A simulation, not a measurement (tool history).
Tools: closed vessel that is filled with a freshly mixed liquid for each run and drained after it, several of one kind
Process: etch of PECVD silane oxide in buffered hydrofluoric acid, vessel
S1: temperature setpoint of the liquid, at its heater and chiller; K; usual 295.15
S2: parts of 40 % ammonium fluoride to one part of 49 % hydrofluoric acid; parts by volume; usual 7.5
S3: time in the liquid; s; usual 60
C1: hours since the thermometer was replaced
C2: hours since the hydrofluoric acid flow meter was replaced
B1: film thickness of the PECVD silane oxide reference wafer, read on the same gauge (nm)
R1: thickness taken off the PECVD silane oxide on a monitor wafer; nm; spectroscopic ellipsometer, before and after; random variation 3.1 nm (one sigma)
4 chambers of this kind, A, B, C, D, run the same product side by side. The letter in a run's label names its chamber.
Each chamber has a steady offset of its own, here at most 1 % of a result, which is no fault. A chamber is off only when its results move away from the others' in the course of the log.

| run | day | S1 | S2 | S3 | C1 | C2 | B1 | R1 |
|---|---|---|---|---|---|---|---|---|
| 1D | 0.267 | 295.15 | 7.5 | 60 | 222.6 | 860.3 | 40.022 | 341.76 |
| 2C | 0.575 | 295.15 | 7.5 | 60 | 240.4 | 1696.7 | 39.959 | 340.28 |
| 3B | 0.842 | 295.15 | 7.5 | 60 | 767.1 | 706.4 | 40.021 | 343.43 |
| 4A | 1.183 | 295.15 | 7.5 | 60 | 755.9 | 468 | 39.98 | 340.04 |
| 5B | 1.475 | 295.15 | 7.5 | 60 | 782.3 | 721.6 | 39.989 | 337.44 |
| 6D | 1.821 | 291.65 | 7.5 | 40 | 259.9 | 897.6 | 39.969 | 183.89 |
| 7C | 2.021 | 291.65 | 7.5 | 40 | 275.1 | 1731.4 | 39.981 | 188.91 |
| 8A | 2.371 | 291.65 | 7.5 | 40 | 784.4 | 496.5 | 40.041 | 191.67 |
| 9C | 2.667 | 291.65 | 7.5 | 40 | 290.6 | 1746.9 | 39.973 | 187.21 |
| 10D | 2.904 | 297.65 | 7.5 | 50 | 285.9 | 923.6 | 40.008 | 324.74 |
| 11A | 3.262 | 297.65 | 7.5 | 50 | 805.8 | 517.9 | 39.987 | 324.86 |
| 12B | 3.608 | 297.65 | 7.5 | 50 | 833.5 | 772.8 | 39.978 | 325.21 |
| 13A | 3.933 | 297.65 | 7.5 | 50 | 821.9 | 534 | 39.99 | 326.68 |
| 14B | 4.333 | 295.15 | 7.5 | 60 | 850.9 | 790.2 | 39.985 | 340.37 |
| 15D | 4.696 | 295.15 | 7.5 | 60 | 328.9 | 966.6 | 40.002 | 343 |
| 16C | 4.996 | 295.15 | 7.5 | 60 | 346.5 | 1802.8 | 39.986 | 343.83 |
| 17B | 5.325 | 295.15 | 7.5 | 60 | 874.7 | 814 | 39.99 | 334.18 |
| 18D | 5.725 | 296.65 | 7.5 | 60 | 353.6 | 991.3 | 40.023 | 370.02 |
| 19A | 6.05 | 296.65 | 7.5 | 60 | 872.7 | 584.8 | 39.997 | 372.31 |
| 20C | 6.454 | 296.65 | 7.5 | 60 | 381.5 | 1837.8 | 39.98 | 372.91 |
| 21C | 6.646 | 296.65 | 7.5 | 60 | 386.1 | 1842.4 | 40.01 | 381.9 |
| 22A | 6.992 | 293.65 | 7.5 | 60 | 895.3 | 607.4 | 39.997 | 308.29 |
| 23D | 7.362 | 293.65 | 7.5 | 60 | 392.9 | 1030.6 | 39.997 | 313.4 |
| 24B | 7.583 | 293.65 | 7.5 | 60 | 928.9 | 868.2 | 39.999 | 310.85 |
| 25D | 7.933 | 293.65 | 7.5 | 60 | 406.6 | 1044.3 | 39.983 | 315.62 |
| 26C | 8.158 | 295.15 | 7.5 | 60 | 422.4 | 1878.7 | 39.991 | 342.68 |
| 27B | 8.433 | 295.15 | 7.5 | 60 | 949.3 | 888.6 | 40.047 | 340.07 |
| 28A | 8.7 | 295.15 | 7.5 | 60 | 936.3 | 648.4 | 39.96 | 338.94 |
| 29D | 9.075 | 295.15 | 7.5 | 60 | 434 | 1071.7 | 39.962 | 335.59 |
| 30A | 9.308 | 295.15 | 7.5 | 60 | 950.9 | 663 | 40.03 | 341.07 |
| 31C | 9.492 | 297.15 | 6.5 | 60 | 454.4 | 1910.7 | 39.975 | 440.72 |
| 32B | 9.788 | 297.15 | 6.5 | 60 | 981.8 | 921.1 | 39.973 | 437.47 |
| 33D | 10.029 | 297.15 | 6.5 | 60 | 456.9 | 1094.6 | 40.012 | 436.55 |
| 34A | 10.275 | 297.15 | 6.5 | 60 | 974.1 | 686.2 | 39.983 | 439.83 |
| 35C | 10.662 | 295.15 | 7.5 | 75 | 482.5 | 1938.8 | 39.993 | 421.82 |
| 36B | 10.842 | 295.15 | 7.5 | 75 | 1007.1 | 946.4 | 40.003 | 430.82 |
| 37C | 11.2 | 295.15 | 7.5 | 75 | 495.4 | 1951.7 | 40 | 430.6 |
| 38A | 11.375 | 295.15 | 7.5 | 75 | 1000.5 | 712.6 | 39.963 | 432.36 |
| 39D | 11.625 | 295.15 | 7.5 | 60 | 495.2 | 1132.9 | 40.015 | 339.88 |
| 40B | 11.8 | 295.15 | 7.5 | 60 | 1030.1 | 969.4 | 39.999 | 341.11 |
| 41D | 12.15 | 295.15 | 7.5 | 60 | 507.8 | 1145.5 | 40.021 | 340.19 |
| 42C | 12.383 | 295.15 | 7.5 | 60 | 523.8 | 1980.1 | 39.965 | 342.35 |
| 43B | 12.633 | 293.15 | 7.5 | 80 | 1050.1 | 989.4 | 40.032 | 408.57 |

Is one chamber off against the others, does the gauge drift, or is nothing wrong? If a chamber is off, say which, and what the likeliest cause is.

No chamber stands off beyond its own small offset, and the gauge holds steady.
